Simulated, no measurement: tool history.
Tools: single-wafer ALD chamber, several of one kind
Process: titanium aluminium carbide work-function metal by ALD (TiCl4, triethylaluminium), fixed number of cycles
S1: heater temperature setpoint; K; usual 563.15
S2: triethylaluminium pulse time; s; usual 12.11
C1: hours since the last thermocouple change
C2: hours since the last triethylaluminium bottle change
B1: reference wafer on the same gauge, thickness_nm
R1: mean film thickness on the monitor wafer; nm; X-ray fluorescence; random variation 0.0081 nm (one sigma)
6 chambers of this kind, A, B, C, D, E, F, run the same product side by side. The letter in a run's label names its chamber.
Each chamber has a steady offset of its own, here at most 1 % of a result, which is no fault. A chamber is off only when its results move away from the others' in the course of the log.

run 1F hour=2.1 | S1=563.15 S2=12.11 | C1=1823.1 C2=462.0 | B1=2.2706 | R1=1.9449
run 2A hour=5.8 | S1=563.15 S2=12.11 | C1=1828.3 C2=601.3 | B1=2.2688 | R1=1.9460
-- hour=6.6 chamber F: triethylaluminium bottle replaced
run 3B hour=8.9 | S1=563.15 S2=12.11 | C1=48.5 C2=522.4 | B1=2.2697 | R1=1.9535
run 4D hour=11.7 | S1=563.15 S2=12.11 | C1=838.9 C2=477.8 | B1=2.2727 | R1=1.9539
run 5C hour=15.5 | S1=553.15 S2=15.08 | C1=564.4 C2=1410.8 | B1=2.2703 | R1=1.8957
-- hour=16.0 chamber E: triethylaluminium bottle replaced
run 6E hour=19.0 | S1=553.15 S2=15.08 | C1=680.7 C2=3.0 | B1=2.2696 | R1=1.8769
run 7B hour=21.6 | S1=553.15 S2=15.08 | C1=61.2 C2=535.1 | B1=2.2709 | R1=1.8845
run 8E hour=23.8 | S1=553.15 S2=15.08 | C1=685.5 C2=7.8 | B1=2.2682 | R1=1.8857
run 9C hour=27.3 | S1=553.15 S2=15.08 | C1=576.2 C2=1422.6 | B1=2.2722 | R1=1.9039
run 10A hour=29.3 | S1=553.15 S2=15.08 | C1=1851.8 C2=624.8 | B1=2.2711 | R1=1.8799
run 11D hour=33.1 | S1=563.15 S2=12.11 | C1=860.3 C2=499.2 | B1=2.2697 | R1=1.9476
run 12F hour=36.6 | S1=563.15 S2=12.11 | C1=1857.6 C2=30.0 | B1=2.2714 | R1=1.9358
run 13A hour=38.6 | S1=574.15 S2=10.08 | C1=1861.1 C2=634.1 | B1=2.2675 | R1=2.0032
run 14E hour=42.4 | S1=574.15 S2=10.08 | C1=704.1 C2=26.4 | B1=2.2729 | R1=2.0116
run 15D hour=45.7 | S1=574.15 S2=10.08 | C1=872.9 C2=511.8 | B1=2.2694 | R1=2.0321
run 16B hour=47.7 | S1=574.15 S2=10.08 | C1=87.3 C2=561.2 | B1=2.2697 | R1=2.0038
run 17C hour=50.7 | S1=574.15 S2=10.08 | C1=599.6 C2=1446.0 | B1=2.2682 | R1=2.0334
run 18F hour=53.5 | S1=574.15 S2=10.08 | C1=1874.5 C2=46.9 | B1=2.2698 | R1=2.0163
run 19C hour=57.7 | S1=563.15 S2=12.11 | C1=606.6 C2=1453.0 | B1=2.2699 | R1=1.9524
run 20F hour=60.1 | S1=563.15 S2=12.11 | C1=1881.1 C2=53.5 | B1=2.2705 | R1=1.9419
run 21A hour=63.6 | S1=563.15 S2=12.11 | C1=1886.1 C2=659.1 | B1=2.2678 | R1=1.9415
run 22D hour=65.7 | S1=563.15 S2=12.11 | C1=892.9 C2=531.8 | B1=2.2698 | R1=1.9599
run 23E hour=68.4 | S1=563.15 S2=12.11 | C1=730.1 C2=52.4 | B1=2.2714 | R1=1.9326
run 24B hour=71.8 | S1=563.15 S2=12.11 | C1=111.4 C2=585.3 | B1=2.2693 | R1=1.9471
run 25C hour=74.5 | S1=563.15 S2=12.11 | C1=623.4 C2=1469.8 | B1=2.2692 | R1=1.9541
run 26E hour=78.1 | S1=563.15 S2=12.11 | C1=739.8 C2=62.1 | B1=2.2696 | R1=1.9503
run 27B hour=80.9 | S1=563.15 S2=12.11 | C1=120.5 C2=594.4 | B1=2.2702 | R1=1.9273
run 28D hour=84.9 | S1=556.15 S2=15.79 | C1=912.1 C2=551.0 | B1=2.2714 | R1=1.9361
run 29F hour=87.6 | S1=556.15 S2=15.79 | C1=1908.6 C2=81.0 | B1=2.2701 | R1=1.9109
run 30A hour=90.3 | S1=556.15 S2=15.79 | C1=1912.8 C2=685.8 | B1=2.2709 | R1=1.8989
run 31E hour=93.7 | S1=556.15 S2=15.79 | C1=755.4 C2=77.7 | B1=2.2699 | R1=1.8974
run 32B hour=97.7 | S1=556.15 S2=15.79 | C1=137.3 C2=611.2 | B1=2.2700 | R1=1.8980
-- hour=99.9 chamber C: triethylaluminium bottle replaced
run 33C hour=101.1 | S1=556.15 S2=15.79 | C1=650.0 C2=1.2 | B1=2.2713 | R1=1.9112
run 34F hour=105.2 | S1=563.15 S2=12.11 | C1=1926.2 C2=98.6 | B1=2.2674 | R1=1.9448
run 35A hour=109.3 | S1=556.15 S2=13.57 | C1=1931.8 C2=704.8 | B1=2.2687 | R1=1.8815
run 36D hour=111.2 | S1=556.15 S2=13.57 | C1=938.4 C2=577.3 | B1=2.2687 | R1=1.9002
run 37E hour=113.1 | S1=556.15 S2=13.57 | C1=774.8 C2=97.1 | B1=2.2689 | R1=1.9116
run 38F hour=117.1 | S1=556.15 S2=13.57 | C1=1938.1 C2=110.5 | B1=2.2712 | R1=1.9006
run 39C hour=120.8 | S1=556.15 S2=13.57 | C1=669.7 C2=20.9 | B1=2.2705 | R1=1.9150
run 40A hour=124.5 | S1=556.15 S2=13.57 | C1=1947.0 C2=720.0 | B1=2.2706 | R1=1.8880
run 41B hour=127.1 | S1=563.15 S2=12.11 | C1=166.7 C2=640.6 | B1=2.2739 | R1=1.8902

Next, every chamber runs the same settings. What will each give?
run 42A hour=130.1 | S1=558.15 S2=12.11 | R1=?
run 42B hour=130.1 | S1=558.15 S2=12.11 | R1=?
run 42C hour=130.1 | S1=558.15 S2=12.11 | R1=?
run 42D hour=130.1 | S1=558.15 S2=12.11 | R1=?
run 42E hour=130.1 | S1=558.15 S2=12.11 | R1=?
run 42F hour=130.1 | S1=558.15 S2=12.11 | R1=?

run=42A R1=1.8984
run=42B R1=1.8341
run=42C R1=1.9019
run=42D R1=1.9190
run=42E R1=1.9053
run=42F R1=1.9027

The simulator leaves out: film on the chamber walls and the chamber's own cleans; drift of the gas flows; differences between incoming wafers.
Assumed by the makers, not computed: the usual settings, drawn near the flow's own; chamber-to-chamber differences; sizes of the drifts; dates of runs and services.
